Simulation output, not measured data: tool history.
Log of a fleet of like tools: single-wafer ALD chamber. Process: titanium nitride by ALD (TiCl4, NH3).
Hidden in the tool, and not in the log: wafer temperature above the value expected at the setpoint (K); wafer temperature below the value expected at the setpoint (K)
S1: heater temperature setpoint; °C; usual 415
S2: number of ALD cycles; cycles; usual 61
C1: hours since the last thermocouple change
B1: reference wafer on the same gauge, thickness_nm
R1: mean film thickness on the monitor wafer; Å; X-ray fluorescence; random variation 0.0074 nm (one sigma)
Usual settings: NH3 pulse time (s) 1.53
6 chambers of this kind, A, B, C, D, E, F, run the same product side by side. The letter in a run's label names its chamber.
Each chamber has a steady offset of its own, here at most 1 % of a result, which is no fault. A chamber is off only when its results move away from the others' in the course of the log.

{"run": "1A", "hour": 5.5, "S1": 415, "S2": 61, "NH3 pulse time (s)": 1.53, "C1": 2317.9, "B1": 1.4499, "R1": 13.356}
{"run": "2C", "hour": 11.4, "S1": 415, "S2": 61, "NH3 pulse time (s)": 1.53, "C1": 1629.4, "B1": 1.4498, "R1": 13.492}
{"run": "3F", "hour": 17.4, "S1": 415, "S2": 61, "NH3 pulse time (s)": 1.53, "C1": 1332.7, "B1": 1.4504, "R1": 13.492}
{"run": "4E", "hour": 24.2, "S1": 415, "S2": 61, "NH3 pulse time (s)": 1.53, "C1": 1018.9, "B1": 1.4495, "R1": 13.505}
{"run": "5D", "hour": 29.3, "S1": 415, "S2": 61, "NH3 pulse time (s)": 1.53, "C1": 1612.7, "B1": 1.4498, "R1": 13.364}
{"run": "6B", "hour": 37.6, "S1": 415, "S2": 61, "NH3 pulse time (s)": 1.53, "C1": 2316.9, "B1": 1.4489, "R1": 13.474}
{"run": "7C", "hour": 46.0, "S1": 415, "S2": 61, "NH3 pulse time (s)": 1.53, "C1": 1664.0, "B1": 1.4501, "R1": 13.52}
{"run": "8B", "hour": 53.0, "S1": 415, "S2": 61, "NH3 pulse time (s)": 1.53, "C1": 2332.3, "B1": 1.4497, "R1": 13.347}
{"run": "9D", "hour": 58.5, "S1": 415, "S2": 61, "NH3 pulse time (s)": 1.53, "C1": 1641.9, "B1": 1.4482, "R1": 13.332}
{"run": "10A", "hour": 66.5, "S1": 428, "S2": 54, "NH3 pulse time (s)": 1.53, "C1": 2378.9, "B1": 1.4483, "R1": 11.875}
{"run": "11E", "hour": 74.4, "S1": 428, "S2": 54, "NH3 pulse time (s)": 1.53, "C1": 1069.1, "B1": 1.4505, "R1": 12.027}
{"run": "12F", "hour": 83.6, "S1": 428, "S2": 54, "NH3 pulse time (s)": 1.53, "C1": 1398.9, "B1": 1.4486, "R1": 11.881}
{"run": "13D", "hour": 89.2, "S1": 428, "S2": 54, "NH3 pulse time (s)": 1.53, "C1": 1672.6, "B1": 1.4507, "R1": 11.947}
{"run": "14B", "hour": 97.2, "S1": 428, "S2": 54, "NH3 pulse time (s)": 1.53, "C1": 2376.5, "B1": 1.4495, "R1": 11.987}
{"run": "15E", "hour": 105.2, "S1": 428, "S2": 54, "NH3 pulse time (s)": 1.53, "C1": 1099.9, "B1": 1.4516, "R1": 11.982}
{"run": "16F", "hour": 114.6, "S1": 415, "S2": 61, "NH3 pulse time (s)": 1.53, "C1": 1429.9, "B1": 1.45, "R1": 13.301}
{"run": "17C", "hour": 120.0, "S1": 415, "S2": 61, "NH3 pulse time (s)": 1.53, "C1": 1738.0, "B1": 1.4488, "R1": 13.349}
{"run": "18A", "hour": 125.4, "S1": 427, "S2": 51, "NH3 pulse time (s)": 1.53, "C1": 2437.8, "B1": 1.4504, "R1": 11.231}
{"run": "19F", "hour": 135.2, "S1": 427, "S2": 51, "NH3 pulse time (s)": 1.53, "C1": 1450.5, "B1": 1.4489, "R1": 11.239}
{"run": "20E", "hour": 143.4, "S1": 427, "S2": 51, "NH3 pulse time (s)": 1.53, "C1": 1138.1, "B1": 1.4507, "R1": 11.355}
{"run": "21B", "hour": 153.6, "S1": 427, "S2": 51, "NH3 pulse time (s)": 1.53, "C1": 2432.9, "B1": 1.4497, "R1": 11.247}
{"run": "22C", "hour": 163.9, "S1": 427, "S2": 51, "NH3 pulse time (s)": 1.53, "C1": 1781.9, "B1": 1.4491, "R1": 11.394}
{"run": "23A", "hour": 172.9, "S1": 427, "S2": 51, "NH3 pulse time (s)": 1.53, "C1": 2485.3, "B1": 1.4495, "R1": 11.272}
{"run": "24D", "hour": 179.0, "S1": 415, "S2": 61, "NH3 pulse time (s)": 1.53, "C1": 1762.4, "B1": 1.4494, "R1": 13.346}
{"hour": 183.1, "done": "chamber F: thermocouple changed; heater temperature recalibrated"}
{"run": "25A", "hour": 186.9, "S1": 415, "S2": 61, "NH3 pulse time (s)": 1.53, "C1": 2499.3, "B1": 1.451, "R1": 13.347}
{"run": "26E", "hour": 196.2, "S1": 415, "S2": 61, "NH3 pulse time (s)": 1.99, "C1": 1190.9, "B1": 1.4502, "R1": 13.739}
{"run": "27B", "hour": 202.8, "S1": 415, "S2": 61, "NH3 pulse time (s)": 1.99, "C1": 2482.1, "B1": 1.4496, "R1": 13.637}
{"run": "28F", "hour": 210.3, "S1": 415, "S2": 61, "NH3 pulse time (s)": 1.99, "C1": 27.2, "B1": 1.4494, "R1": 13.62}
{"run": "29D", "hour": 219.6, "S1": 415, "S2": 61, "NH3 pulse time (s)": 1.99, "C1": 1803.0, "B1": 1.4507, "R1": 13.404}
{"run": "30C", "hour": 227.4, "S1": 415, "S2": 61, "NH3 pulse time (s)": 1.99, "C1": 1845.4, "B1": 1.453, "R1": 13.644}
{"run": "31F", "hour": 235.2, "S1": 415, "S2": 61, "NH3 pulse time (s)": 1.99, "C1": 52.1, "B1": 1.4479, "R1": 13.451}
{"hour": 241.4, "done": "chamber B: thermocouple changed; heater temperature recalibrated"}
{"run": "32D", "hour": 243.3, "S1": 415, "S2": 61, "NH3 pulse time (s)": 1.53, "C1": 1826.7, "B1": 1.4497, "R1": 13.312}
{"run": "33A", "hour": 253.0, "S1": 415, "S2": 71, "NH3 pulse time (s)": 0.98, "C1": 2565.4, "B1": 1.4506, "R1": 15.263}
{"run": "34E", "hour": 261.1, "S1": 415, "S2": 71, "NH3 pulse time (s)": 0.98, "C1": 1255.8, "B1": 1.4473, "R1": 15.399}
{"run": "35B", "hour": 270.8, "S1": 415, "S2": 71, "NH3 pulse time (s)": 0.98, "C1": 29.5, "B1": 1.4505, "R1": 15.169}
{"run": "36C", "hour": 277.4, "S1": 415, "S2": 71, "NH3 pulse time (s)": 0.98, "C1": 1895.4, "B1": 1.4483, "R1": 15.36}
{"run": "37E", "hour": 285.2, "S1": 415, "S2": 71, "NH3 pulse time (s)": 0.98, "C1": 1279.9, "B1": 1.45, "R1": 15.345}
{"hour": 293.7, "done": "chamber C: thermocouple changed; heater temperature recalibrated"}
{"run": "38D", "hour": 294.2, "S1": 415, "S2": 71, "NH3 pulse time (s)": 0.98, "C1": 1877.6, "B1": 1.451, "R1": 15.286}
{"run": "39F", "hour": 300.0, "S1": 415, "S2": 61, "NH3 pulse time (s)": 1.53, "C1": 116.9, "B1": 1.449, "R1": 13.319}
{"run": "40A", "hour": 306.5, "S1": 415, "S2": 61, "NH3 pulse time (s)": 1.53, "C1": 2618.9, "B1": 1.4501, "R1": 13.303}
{"run": "41C", "hour": 315.5, "S1": 415, "S2": 61, "NH3 pulse time (s)": 1.53, "C1": 21.8, "B1": 1.449, "R1": 13.545}
{"run": "42B", "hour": 321.9, "S1": 415, "S2": 61, "NH3 pulse time (s)": 1.53, "C1": 80.6, "B1": 1.4499, "R1": 13.534}
{"run": "43C", "hour": 329.6, "S1": 415, "S2": 61, "NH3 pulse time (s)": 1.53, "C1": 35.9, "B1": 1.4501, "R1": 13.44}
{"run": "44A", "hour": 337.8, "S1": 415, "S2": 61, "NH3 pulse time (s)": 1.53, "C1": 2650.2, "B1": 1.4503, "R1": 13.258}

Is one chamber off against the others, does the gauge drift, or is nothing wrong? If a chamber is off, say which, and what the likeliest cause is.

No chamber stands off beyond its own small offset, and the gauge holds steady.
